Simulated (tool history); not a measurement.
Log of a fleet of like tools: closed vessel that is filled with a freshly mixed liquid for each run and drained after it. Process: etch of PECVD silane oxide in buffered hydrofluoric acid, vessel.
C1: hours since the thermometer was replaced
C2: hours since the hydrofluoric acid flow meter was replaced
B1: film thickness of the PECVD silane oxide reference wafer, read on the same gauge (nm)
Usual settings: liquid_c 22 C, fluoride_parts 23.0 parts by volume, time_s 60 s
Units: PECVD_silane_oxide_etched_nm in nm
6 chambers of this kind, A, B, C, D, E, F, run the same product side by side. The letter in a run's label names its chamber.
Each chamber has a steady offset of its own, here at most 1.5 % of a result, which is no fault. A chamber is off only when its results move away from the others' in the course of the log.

Run 1D, hour 2.5: usual settings; C1 904.7; C2 34.0; B1 110.00. Result: PECVD_silane_oxide_etched_nm 125.450 nm.
Run 2E, hour 7.4: usual settings; C1 839.9; C2 38.4; B1 109.98. Result: PECVD_silane_oxide_etched_nm 124.160 nm.
Run 3F, hour 10.7: usual settings; C1 412.3; C2 1853.4; B1 109.99. Result: PECVD_silane_oxide_etched_nm 125.030 nm.
Run 4B, hour 13.9: usual settings; C1 230.0; C2 1831.7; B1 110.03. Result: PECVD_silane_oxide_etched_nm 125.570 nm.
Run 5C, hour 16.5: usual settings; C1 269.4; C2 1893.5; B1 110.02. Result: PECVD_silane_oxide_etched_nm 123.650 nm.
Run 6A, hour 20.3: usual settings; C1 326.7; C2 1221.2; B1 109.97. Result: PECVD_silane_oxide_etched_nm 125.010 nm.
Run 7A, hour 23.7: usual settings; C1 330.1; C2 1224.6; B1 109.96. Result: PECVD_silane_oxide_etched_nm 124.950 nm.
Run 8F, hour 29.4: usual settings but fluoride_parts 15.5 parts by volume, time_s 30 s; C1 431.0; C2 1872.1; B1 110.01. Result: PECVD_silane_oxide_etched_nm 88.509 nm.
At hour 31.7: chamber C: hydrofluoric acid flow meter replaced.
Run 9E, hour 34.7: usual settings but fluoride_parts 15.5 parts by volume, time_s 30 s; C1 867.2; C2 65.7; B1 109.98. Result: PECVD_silane_oxide_etched_nm 87.880 nm.
Run 10B, hour 40.1: usual settings but fluoride_parts 15.5 parts by volume, time_s 30 s; C1 256.2; C2 1857.9; B1 110.02. Result: PECVD_silane_oxide_etched_nm 89.070 nm.
Run 11C, hour 42.6: usual settings but fluoride_parts 15.5 parts by volume, time_s 30 s; C1 295.5; C2 10.9; B1 110.00. Result: PECVD_silane_oxide_etched_nm 87.871 nm.
Run 12D, hour 47.4: usual settings but fluoride_parts 15.5 parts by volume, time_s 30 s; C1 949.6; C2 78.9; B1 110.04. Result: PECVD_silane_oxide_etched_nm 88.827 nm.
Run 13F, hour 50.4: usual settings but fluoride_parts 15.5 parts by volume, time_s 30 s; C1 452.0; C2 1893.1; B1 109.98. Result: PECVD_silane_oxide_etched_nm 88.279 nm.
At hour 50.9: chamber A: hydrofluoric acid flow meter replaced.
Run 14D, hour 52.9: usual settings; C1 955.1; C2 84.4; B1 109.98. Result: PECVD_silane_oxide_etched_nm 126.290 nm.
Run 15E, hour 55.8: usual settings; C1 888.3; C2 86.8; B1 109.99. Result: PECVD_silane_oxide_etched_nm 123.800 nm.
Run 16B, hour 60.8: usual settings; C1 276.9; C2 1878.6; B1 110.01. Result: PECVD_silane_oxide_etched_nm 125.420 nm.
Run 17C, hour 65.2: usual settings; C1 318.1; C2 33.5; B1 110.01. Result: PECVD_silane_oxide_etched_nm 123.610 nm.
Run 18A, hour 68.1: usual settings; C1 374.5; C2 17.2; B1 109.99. Result: PECVD_silane_oxide_etched_nm 125.890 nm.
Run 19E, hour 72.5: usual settings; C1 905.0; C2 103.5; B1 109.99. Result: PECVD_silane_oxide_etched_nm 123.330 nm.
Run 20C, hour 76.1: usual settings; C1 329.0; C2 44.4; B1 109.98. Result: PECVD_silane_oxide_etched_nm 124.060 nm.
Run 21F, hour 81.2: usual settings; C1 482.8; C2 1923.9; B1 109.95. Result: PECVD_silane_oxide_etched_nm 124.980 nm.
Run 22D, hour 85.0: usual settings; C1 987.2; C2 116.5; B1 110.02. Result: PECVD_silane_oxide_etched_nm 126.210 nm.
Run 23B, hour 88.2: usual settings; C1 304.3; C2 1906.0; B1 110.02. Result: PECVD_silane_oxide_etched_nm 125.180 nm.
Run 24A, hour 90.9: usual settings; C1 397.3; C2 40.0; B1 110.02. Result: PECVD_silane_oxide_etched_nm 125.090 nm.
Run 25C, hour 93.9: usual settings but time_s 80 s; C1 346.8; C2 62.2; B1 109.99. Result: PECVD_silane_oxide_etched_nm 165.570 nm.
Run 26A, hour 98.6: usual settings but time_s 80 s; C1 405.0; C2 47.7; B1 110.02. Result: PECVD_silane_oxide_etched_nm 165.730 nm.
Run 27B, hour 102.8: usual settings but time_s 80 s; C1 318.9; C2 1920.6; B1 109.99. Result: PECVD_silane_oxide_etched_nm 167.110 nm.
Run 28E, hour 105.7: usual settings but time_s 80 s; C1 938.2; C2 136.7; B1 110.00. Result: PECVD_silane_oxide_etched_nm 165.050 nm.
Run 29D, hour 109.1: usual settings but time_s 80 s; C1 1011.3; C2 140.6; B1 109.97. Result: PECVD_silane_oxide_etched_nm 167.570 nm.
Run 30F, hour 113.8: usual settings but time_s 80 s; C1 515.4; C2 1956.5; B1 110.00. Result: PECVD_silane_oxide_etched_nm 166.630 nm.
Run 31F, hour 116.6: usual settings; C1 518.2; C2 1959.3; B1 110.00. Result: PECVD_silane_oxide_etched_nm 124.660 nm.
Run 32C, hour 121.6: usual settings; C1 374.5; C2 89.9; B1 110.03. Result: PECVD_silane_oxide_etched_nm 124.270 nm.
Run 33B, hour 124.6: usual settings; C1 340.7; C2 1942.4; B1 109.99. Result: PECVD_silane_oxide_etched_nm 124.900 nm.
Run 34A, hour 129.8: usual settings; C1 436.2; C2 78.9; B1 110.01. Result: PECVD_silane_oxide_etched_nm 125.150 nm.
Run 35E, hour 133.1: usual settings; C1 965.6; C2 164.1; B1 109.99. Result: PECVD_silane_oxide_etched_nm 122.790 nm.
Run 36D, hour 137.1: usual settings; C1 1039.3; C2 168.6; B1 110.02. Result: PECVD_silane_oxide_etched_nm 125.820 nm.
Run 37B, hour 140.2: usual settings but fluoride_parts 19.5 parts by volume, time_s 75 s; C1 356.3; C2 1958.0; B1 109.97. Result: PECVD_silane_oxide_etched_nm 177.740 nm.
Run 38D, hour 144.0: usual settings but fluoride_parts 19.5 parts by volume, time_s 75 s; C1 1046.2; C2 175.5; B1 109.99. Result: PECVD_silane_oxide_etched_nm 177.830 nm.
Run 39C, hour 148.6: usual settings but fluoride_parts 19.5 parts by volume, time_s 75 s; C1 401.5; C2 116.9; B1 109.98. Result: PECVD_silane_oxide_etched_nm 175.000 nm.
Run 40A, hour 153.0: usual settings but fluoride_parts 19.5 parts by volume, time_s 75 s; C1 459.4; C2 102.1; B1 110.01. Result: PECVD_silane_oxide_etched_nm 176.370 nm.

All 6 chambers run these settings next. Forecast each chamber's results:
Run 41A, hour 157.1: usual settings but fluoride_parts 19.0 parts by volume. Result: PECVD_silane_oxide_etched_nm ?.
Run 41B, hour 157.1: usual settings but fluoride_parts 19.0 parts by volume. Result: PECVD_silane_oxide_etched_nm ?.
Run 41C, hour 157.1: usual settings but fluoride_parts 19.0 parts by volume. Result: PECVD_silane_oxide_etched_nm ?.
Run 41D, hour 157.1: usual settings but fluoride_parts 19.0 parts by volume. Result: PECVD_silane_oxide_etched_nm ?.
Run 41E, hour 157.1: usual settings but fluoride_parts 19.0 parts by volume. Result: PECVD_silane_oxide_etched_nm ?.
Run 41F, hour 157.1: usual settings but fluoride_parts 19.0 parts by volume. Result: PECVD_silane_oxide_etched_nm ?.

run  PECVD_silane_oxide_etched_nm
41A                       144.200
41B                       145.280
41C                       143.740
41D                       146.950
41E                       143.470
41F                       144.980

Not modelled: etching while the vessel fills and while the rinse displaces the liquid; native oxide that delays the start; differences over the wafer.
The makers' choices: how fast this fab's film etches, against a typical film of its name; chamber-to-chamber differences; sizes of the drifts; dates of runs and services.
